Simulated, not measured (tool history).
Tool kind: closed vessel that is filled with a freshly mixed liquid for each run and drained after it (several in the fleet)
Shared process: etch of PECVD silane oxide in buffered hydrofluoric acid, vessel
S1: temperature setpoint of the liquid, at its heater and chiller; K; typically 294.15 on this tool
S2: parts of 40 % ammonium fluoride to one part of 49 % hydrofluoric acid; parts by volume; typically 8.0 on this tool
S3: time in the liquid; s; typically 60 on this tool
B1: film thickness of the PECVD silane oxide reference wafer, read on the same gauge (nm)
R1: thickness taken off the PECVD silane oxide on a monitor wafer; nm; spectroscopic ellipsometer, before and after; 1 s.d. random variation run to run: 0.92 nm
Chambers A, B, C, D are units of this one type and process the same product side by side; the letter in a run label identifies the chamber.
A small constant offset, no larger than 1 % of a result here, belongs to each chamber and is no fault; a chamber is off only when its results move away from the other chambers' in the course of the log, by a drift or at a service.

run   hour      S1   S2  S3      B1       R1
 1B   10.0  294.15  8.0  60  30.001  112.600
 2A   19.1  294.15  8.0  60  30.015  110.040
 3C   25.2  294.15  8.0  60  29.996  110.070
 4D   32.3  294.15  8.0  60  29.958  111.380
 5B   43.8  294.15  8.0  60  30.011  112.050
 6D   54.5  294.15  8.0  60  29.975  110.380
 7A   61.5  299.15  8.0  60  29.962  147.650
 8C   71.8  299.15  8.0  60  30.004  143.380
 9D   81.1  299.15  8.0  60  30.016  148.100
10C   90.9  299.15  8.0  60  30.034  144.250
11A   97.0  294.15  8.0  60  30.039  110.500
12B  104.0  294.15  8.0  60  29.963  110.620
     106.8  -- chamber D: hydrofluoric acid flow meter replaced
13A  112.9  294.15  8.0  60  30.016  109.510
14B  118.4  294.15  8.0  60  29.958  111.400
15C  126.3  294.15  8.0  60  30.070  110.980
16D  132.1  294.15  8.0  60  30.016  111.240
17C  141.3  294.15  8.0  60  30.009  109.630
18A  151.3  294.15  5.5  60  29.953  156.120
19B  159.3  294.15  5.5  60  29.995  155.190
20D  170.0  294.15  5.5  60  30.047  157.060
21C  181.5  294.15  5.5  60  30.032  156.880
22A  192.2  294.15  8.0  60  29.979  112.240
     197.4  -- chamber A: thermometer replaced
23D  200.1  298.15  8.0  45  29.957  102.440
24B  208.3  298.15  8.0  45  30.053  103.520
25C  216.4  298.15  8.0  45  30.027  102.950
26B  226.2  298.15  8.0  45  29.994  104.880
27A  235.1  294.15  8.0  60  29.936  109.640
28D  242.0  294.15  8.0  60  29.997  112.120
29B  253.3  294.15  8.0  60  29.964  111.490
30A  263.4  294.15  8.0  60  29.977  110.250
31C  273.1  294.15  8.0  40  29.999   73.630
32D  283.8  294.15  8.0  40  30.023   73.531
33A  294.2  294.15  8.0  40  30.007   74.676
34C  302.9  294.15  8.0  40  30.030   73.092
35D  313.7  294.15  8.0  40  29.976   74.304
36B  321.8  294.15  8.0  40  29.996   74.628
37A  330.1  294.15  8.0  40  30.002   72.891
38D  339.8  294.15  8.0  40  29.958   75.307

For the next run the whole fleet of 4 chambers uses the same settings. Give each chamber's results:
39A  348.1  291.15  8.0  60       ?
39B  348.1  291.15  8.0  60       ?
39C  348.1  291.15  8.0  60       ?
39D  348.1  291.15  8.0  60       ?

run      R1
39A  94.217
39B  93.444
39C  94.176
39D  93.101
